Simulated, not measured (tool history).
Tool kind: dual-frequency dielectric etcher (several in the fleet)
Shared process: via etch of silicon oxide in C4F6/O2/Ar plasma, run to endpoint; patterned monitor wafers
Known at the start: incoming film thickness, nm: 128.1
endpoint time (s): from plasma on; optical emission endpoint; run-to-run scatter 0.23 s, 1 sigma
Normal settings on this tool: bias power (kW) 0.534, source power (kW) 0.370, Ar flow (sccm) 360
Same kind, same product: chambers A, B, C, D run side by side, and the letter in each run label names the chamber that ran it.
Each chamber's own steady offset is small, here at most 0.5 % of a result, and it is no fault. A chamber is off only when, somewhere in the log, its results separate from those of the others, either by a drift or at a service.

{"run": "1B", "hour": 6.4, "bias power (kW)": 0.534, "source power (kW)": 0.37, "Ar flow (sccm)": 360, "endpoint time (s)": 28.727}
{"run": "2C", "hour": 10.1, "bias power (kW)": 0.534, "source power (kW)": 0.37, "Ar flow (sccm)": 360, "endpoint time (s)": 28.894}
{"run": "3D", "hour": 14.7, "bias power (kW)": 0.534, "source power (kW)": 0.37, "Ar flow (sccm)": 360, "endpoint time (s)": 28.881}
{"run": "4A", "hour": 19.2, "bias power (kW)": 0.534, "source power (kW)": 0.37, "Ar flow (sccm)": 360, "endpoint time (s)": 28.683}
{"run": "5D", "hour": 26.7, "bias power (kW)": 0.534, "source power (kW)": 0.45, "Ar flow (sccm)": 440, "endpoint time (s)": 27.675}
{"run": "6A", "hour": 30.7, "bias power (kW)": 0.534, "source power (kW)": 0.45, "Ar flow (sccm)": 440, "endpoint time (s)": 27.642}
{"run": "7C", "hour": 36.3, "bias power (kW)": 0.534, "source power (kW)": 0.45, "Ar flow (sccm)": 440, "endpoint time (s)": 27.434}
{"run": "8B", "hour": 43.5, "bias power (kW)": 0.534, "source power (kW)": 0.45, "Ar flow (sccm)": 440, "endpoint time (s)": 27.411}
{"run": "9C", "hour": 47.3, "bias power (kW)": 0.534, "source power (kW)": 0.37, "Ar flow (sccm)": 360, "endpoint time (s)": 28.768}
{"run": "10B", "hour": 53.4, "bias power (kW)": 0.534, "source power (kW)": 0.37, "Ar flow (sccm)": 360, "endpoint time (s)": 28.698}
{"run": "11D", "hour": 57.9, "bias power (kW)": 0.534, "source power (kW)": 0.37, "Ar flow (sccm)": 360, "endpoint time (s)": 28.79}
{"run": "12A", "hour": 64.4, "bias power (kW)": 0.534, "source power (kW)": 0.37, "Ar flow (sccm)": 360, "endpoint time (s)": 28.645}
{"run": "13B", "hour": 69.5, "bias power (kW)": 0.534, "source power (kW)": 0.37, "Ar flow (sccm)": 360, "endpoint time (s)": 28.796}
{"run": "14D", "hour": 75.6, "bias power (kW)": 0.534, "source power (kW)": 0.37, "Ar flow (sccm)": 360, "endpoint time (s)": 29.046}
{"run": "15A", "hour": 80.7, "bias power (kW)": 0.534, "source power (kW)": 0.37, "Ar flow (sccm)": 360, "endpoint time (s)": 28.511}
{"run": "16C", "hour": 88.3, "bias power (kW)": 0.491, "source power (kW)": 0.29, "Ar flow (sccm)": 360, "endpoint time (s)": 32.291}
{"run": "17B", "hour": 92.7, "bias power (kW)": 0.491, "source power (kW)": 0.29, "Ar flow (sccm)": 360, "endpoint time (s)": 32.853}
{"run": "18C", "hour": 98.3, "bias power (kW)": 0.491, "source power (kW)": 0.29, "Ar flow (sccm)": 360, "endpoint time (s)": 32.352}
{"run": "19D", "hour": 101.7, "bias power (kW)": 0.491, "source power (kW)": 0.29, "Ar flow (sccm)": 360, "endpoint time (s)": 33.102}
{"run": "20A", "hour": 105.5, "bias power (kW)": 0.534, "source power (kW)": 0.33, "Ar flow (sccm)": 429, "endpoint time (s)": 31.264}
{"run": "21C", "hour": 110.3, "bias power (kW)": 0.534, "source power (kW)": 0.33, "Ar flow (sccm)": 429, "endpoint time (s)": 30.182}
{"run": "22B", "hour": 115.2, "bias power (kW)": 0.534, "source power (kW)": 0.33, "Ar flow (sccm)": 429, "endpoint time (s)": 30.551}
{"run": "23A", "hour": 119.4, "bias power (kW)": 0.534, "source power (kW)": 0.33, "Ar flow (sccm)": 429, "endpoint time (s)": 30.745}
{"hour": 120.1, "done": "chamber C: wet clean of the chamber"}
{"run": "24D", "hour": 123.8, "bias power (kW)": 0.534, "source power (kW)": 0.37, "Ar flow (sccm)": 360, "endpoint time (s)": 29.076}
{"run": "25C", "hour": 127.6, "bias power (kW)": 0.534, "source power (kW)": 0.37, "Ar flow (sccm)": 360, "endpoint time (s)": 28.81}
{"run": "26D", "hour": 134.4, "bias power (kW)": 0.534, "source power (kW)": 0.29, "Ar flow (sccm)": 360, "endpoint time (s)": 31.928}
{"run": "27B", "hour": 140.7, "bias power (kW)": 0.534, "source power (kW)": 0.29, "Ar flow (sccm)": 360, "endpoint time (s)": 31.261}
{"run": "28A", "hour": 145.9, "bias power (kW)": 0.534, "source power (kW)": 0.29, "Ar flow (sccm)": 360, "endpoint time (s)": 31.616}
{"run": "29C", "hour": 152.3, "bias power (kW)": 0.534, "source power (kW)": 0.29, "Ar flow (sccm)": 360, "endpoint time (s)": 31.471}
{"hour": 157.2, "done": "chamber D: wet clean of the chamber"}
{"run": "30B", "hour": 158.4, "bias power (kW)": 0.534, "source power (kW)": 0.37, "Ar flow (sccm)": 360, "endpoint time (s)": 29.05}
{"run": "31D", "hour": 166.1, "bias power (kW)": 0.534, "source power (kW)": 0.31, "Ar flow (sccm)": 360, "endpoint time (s)": 30.969}
{"run": "32A", "hour": 173.1, "bias power (kW)": 0.534, "source power (kW)": 0.31, "Ar flow (sccm)": 360, "endpoint time (s)": 30.761}
{"run": "33D", "hour": 179.0, "bias power (kW)": 0.534, "source power (kW)": 0.31, "Ar flow (sccm)": 360, "endpoint time (s)": 30.914}
{"run": "34C", "hour": 186.8, "bias power (kW)": 0.534, "source power (kW)": 0.31, "Ar flow (sccm)": 360, "endpoint time (s)": 30.749}
{"run": "35B", "hour": 190.6, "bias power (kW)": 0.534, "source power (kW)": 0.37, "Ar flow (sccm)": 360, "endpoint time (s)": 28.694}
{"run": "36A", "hour": 194.9, "bias power (kW)": 0.41, "source power (kW)": 0.37, "Ar flow (sccm)": 436, "endpoint time (s)": 32.428}
{"run": "37B", "hour": 199.6, "bias power (kW)": 0.41, "source power (kW)": 0.37, "Ar flow (sccm)": 436, "endpoint time (s)": 32.635}
{"run": "38D", "hour": 204.1, "bias power (kW)": 0.41, "source power (kW)": 0.37, "Ar flow (sccm)": 436, "endpoint time (s)": 33.134}
{"run": "39C", "hour": 210.4, "bias power (kW)": 0.41, "source power (kW)": 0.37, "Ar flow (sccm)": 436, "endpoint time (s)": 32.543}
{"run": "40A", "hour": 215.9, "bias power (kW)": 0.534, "source power (kW)": 0.37, "Ar flow (sccm)": 360, "endpoint time (s)": 29.143}

For the next run the whole fleet of 4 chambers uses the same settings. Give each chamber's results:
{"run": "41A", "hour": 221.6, "bias power (kW)": 0.494, "source power (kW)": 0.37, "Ar flow (sccm)": 360, "endpoint time (s)": "?"}
{"run": "41B", "hour": 221.6, "bias power (kW)": 0.494, "source power (kW)": 0.37, "Ar flow (sccm)": 360, "endpoint time (s)": "?"}
{"run": "41C", "hour": 221.6, "bias power (kW)": 0.494, "source power (kW)": 0.37, "Ar flow (sccm)": 360, "endpoint time (s)": "?"}
{"run": "41D", "hour": 221.6, "bias power (kW)": 0.494, "source power (kW)": 0.37, "Ar flow (sccm)": 360, "endpoint time (s)": "?"}

run=41A endpoint_time_(s)=29.676
run=41B endpoint_time_(s)=29.585
run=41C endpoint_time_(s)=29.487
run=41D endpoint_time_(s)=30.109
